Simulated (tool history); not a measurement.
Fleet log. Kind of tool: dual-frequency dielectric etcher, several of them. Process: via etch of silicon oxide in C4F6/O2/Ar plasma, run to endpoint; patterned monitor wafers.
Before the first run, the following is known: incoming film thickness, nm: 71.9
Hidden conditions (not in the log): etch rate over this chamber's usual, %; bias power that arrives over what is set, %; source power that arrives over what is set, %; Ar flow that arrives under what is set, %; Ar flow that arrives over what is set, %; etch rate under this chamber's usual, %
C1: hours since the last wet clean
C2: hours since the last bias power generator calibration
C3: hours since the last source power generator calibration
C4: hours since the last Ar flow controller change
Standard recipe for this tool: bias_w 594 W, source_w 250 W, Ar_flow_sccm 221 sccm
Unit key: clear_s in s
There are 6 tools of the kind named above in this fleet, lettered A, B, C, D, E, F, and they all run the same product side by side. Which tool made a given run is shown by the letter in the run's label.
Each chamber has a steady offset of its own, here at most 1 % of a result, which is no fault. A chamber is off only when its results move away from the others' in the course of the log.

run 1F hour=2.7 | bias_w=594 source_w=250 Ar_flow_sccm=221 | C1=7.0 C2=2313.3 C3=2404.3 C4=237.4 | clear_s=17.143
run 2A hour=6.1 | bias_w=594 source_w=250 Ar_flow_sccm=221 | C1=235.6 C2=3509.4 C3=691.0 C4=1745.7 | clear_s=17.072
run 3C hour=8.8 | bias_w=594 source_w=250 Ar_flow_sccm=221 | C1=67.4 C2=1133.4 C3=3925.2 C4=4446.5 | clear_s=17.113
run 4E hour=12.8 | bias_w=594 source_w=250 Ar_flow_sccm=221 | C1=579.8 C2=2642.7 C3=593.3 C4=2867.2 | clear_s=17.092
run 5D hour=15.5 | bias_w=594 source_w=250 Ar_flow_sccm=221 | C1=161.0 C2=3083.9 C3=2102.0 C4=1088.9 | clear_s=17.037
run 6B hour=18.1 | bias_w=594 source_w=250 Ar_flow_sccm=221 | C1=138.7 C2=3594.1 C3=2955.7 C4=1164.7 | clear_s=17.195
run 7F hour=22.1 | bias_w=594 source_w=250 Ar_flow_sccm=221 | C1=26.4 C2=2332.7 C3=2423.7 C4=256.8 | clear_s=17.135
run 8B hour=24.6 | bias_w=594 source_w=250 Ar_flow_sccm=221 | C1=145.2 C2=3600.6 C3=2962.2 C4=1171.2 | clear_s=17.104
run 9C hour=27.3 | bias_w=594 source_w=250 Ar_flow_sccm=221 | C1=85.9 C2=1151.9 C3=3943.7 C4=4465.0 | clear_s=17.119
run 10A hour=29.6 | bias_w=594 source_w=250 Ar_flow_sccm=221 | C1=259.1 C2=3532.9 C3=714.5 C4=1769.2 | clear_s=17.070
run 11E hour=32.2 | bias_w=594 source_w=250 Ar_flow_sccm=221 | C1=599.2 C2=2662.1 C3=612.7 C4=2886.6 | clear_s=17.230
run 12D hour=35.2 | bias_w=594 source_w=250 Ar_flow_sccm=221 | C1=180.7 C2=3103.6 C3=2121.7 C4=1108.6 | clear_s=17.038
run 13E hour=39.7 | bias_w=594 source_w=250 Ar_flow_sccm=221 | C1=606.7 C2=2669.6 C3=620.2 C4=2894.1 | clear_s=17.152
run 14A hour=43.8 | bias_w=594 source_w=220 Ar_flow_sccm=221 | C1=273.3 C2=3547.1 C3=728.7 C4=1783.4 | clear_s=17.993
run 15D hour=46.3 | bias_w=594 source_w=220 Ar_flow_sccm=221 | C1=191.8 C2=3114.7 C3=2132.8 C4=1119.7 | clear_s=17.810
run 16C hour=49.2 | bias_w=594 source_w=220 Ar_flow_sccm=221 | C1=107.8 C2=1173.8 C3=3965.6 C4=4486.9 | clear_s=17.948
run 17F hour=51.5 | bias_w=594 source_w=220 Ar_flow_sccm=221 | C1=55.8 C2=2362.1 C3=2453.1 C4=286.2 | clear_s=18.001
-- hour=53.1 chamber E: wet clean of the chamber
run 18B hour=53.7 | bias_w=594 source_w=220 Ar_flow_sccm=221 | C1=174.3 C2=3629.7 C3=2991.3 C4=1200.3 | clear_s=17.990
run 19D hour=57.9 | bias_w=594 source_w=220 Ar_flow_sccm=221 | C1=203.4 C2=3126.3 C3=2144.4 C4=1131.3 | clear_s=17.700
run 20B hour=60.8 | bias_w=594 source_w=250 Ar_flow_sccm=221 | C1=181.4 C2=3636.8 C3=2998.4 C4=1207.4 | clear_s=17.013
run 21E hour=63.3 | bias_w=594 source_w=250 Ar_flow_sccm=221 | C1=10.2 C2=2693.2 C3=643.8 C4=2917.7 | clear_s=17.905
run 22F hour=67.5 | bias_w=594 source_w=250 Ar_flow_sccm=221 | C1=71.8 C2=2378.1 C3=2469.1 C4=302.2 | clear_s=17.091
run 23A hour=70.5 | bias_w=594 source_w=250 Ar_flow_sccm=268 | C1=300.0 C2=3573.8 C3=755.4 C4=1810.1 | clear_s=17.458
run 24C hour=74.9 | bias_w=594 source_w=250 Ar_flow_sccm=268 | C1=133.5 C2=1199.5 C3=3991.3 C4=4512.6 | clear_s=17.536
run 25E hour=78.6 | bias_w=594 source_w=250 Ar_flow_sccm=268 | C1=25.5 C2=2708.5 C3=659.1 C4=2933.0 | clear_s=18.245
run 26F hour=82.2 | bias_w=594 source_w=250 Ar_flow_sccm=268 | C1=86.5 C2=2392.8 C3=2483.8 C4=316.9 | clear_s=17.531
run 27A hour=84.2 | bias_w=594 source_w=250 Ar_flow_sccm=268 | C1=313.7 C2=3587.5 C3=769.1 C4=1823.8 | clear_s=17.570
run 28B hour=87.5 | bias_w=594 source_w=250 Ar_flow_sccm=268 | C1=208.1 C2=3663.5 C3=3025.1 C4=1234.1 | clear_s=17.388
run 29D hour=91.0 | bias_w=594 source_w=250 Ar_flow_sccm=221 | C1=236.5 C2=3159.4 C3=2177.5 C4=1164.4 | clear_s=17.029
run 30C hour=94.6 | bias_w=594 source_w=230 Ar_flow_sccm=268 | C1=153.2 C2=1219.2 C3=4011.0 C4=4532.3 | clear_s=18.052
run 31E hour=97.0 | bias_w=594 source_w=230 Ar_flow_sccm=268 | C1=43.9 C2=2726.9 C3=677.5 C4=2951.4 | clear_s=18.814
run 32F hour=100.6 | bias_w=594 source_w=230 Ar_flow_sccm=268 | C1=104.9 C2=2411.2 C3=2502.2 C4=335.3 | clear_s=18.141
run 33D hour=103.9 | bias_w=594 source_w=230 Ar_flow_sccm=268 | C1=249.4 C2=3172.3 C3=2190.4 C4=1177.3 | clear_s=17.897
run 34C hour=106.9 | bias_w=594 source_w=230 Ar_flow_sccm=268 | C1=165.5 C2=1231.5 C3=4023.3 C4=4544.6 | clear_s=18.076
run 35A hour=109.9 | bias_w=594 source_w=230 Ar_flow_sccm=268 | C1=339.4 C2=3613.2 C3=794.8 C4=1849.5 | clear_s=18.007
run 36B hour=113.7 | bias_w=594 source_w=250 Ar_flow_sccm=221 | C1=234.3 C2=3689.7 C3=3051.3 C4=1260.3 | clear_s=17.038
run 37B hour=117.6 | bias_w=594 source_w=250 Ar_flow_sccm=221 | C1=238.2 C2=3693.6 C3=3055.2 C4=1264.2 | clear_s=17.121

Is one chamber out of step, is the gauge drifting, or do the chambers differ by no more than their own small offsets? For an off chamber, give its letter and the likeliest cause.

After it was serviced, chamber E no longer matches the other chambers.
Likeliest cause: etch rate under this chamber's usual, % = 4.26.

Below are 4 candidate recipes for chamber E's next run, each the usual settings with a change, their results shown as question marks. Which of them brings E's results back in line with what the other chambers give on the usual settings?
A result is in line if it is within this distance of the other chambers' mean on the usual settings: clear_s 0.230 s
run 38E-1 hour=120.9 | bias_w=559 source_w=240 Ar_flow_sccm=225 | clear_s=?
run 38E-2 hour=120.9 | bias_w=629 source_w=260 Ar_flow_sccm=217 | clear_s=?
run 38E-3 hour=120.9 | bias_w=619 source_w=250 Ar_flow_sccm=218 | clear_s=?
run 38E-4 hour=120.9 | bias_w=594 source_w=240 Ar_flow_sccm=224 | clear_s=?

On the usual settings, the other chambers give on average: clear_s 17.093 s
run=38E-1 clear_s=18.581
run=38E-2 clear_s=17.163
run=38E-3 clear_s=17.531
run=38E-4 clear_s=18.139
38E-2 brings the chamber back in line.

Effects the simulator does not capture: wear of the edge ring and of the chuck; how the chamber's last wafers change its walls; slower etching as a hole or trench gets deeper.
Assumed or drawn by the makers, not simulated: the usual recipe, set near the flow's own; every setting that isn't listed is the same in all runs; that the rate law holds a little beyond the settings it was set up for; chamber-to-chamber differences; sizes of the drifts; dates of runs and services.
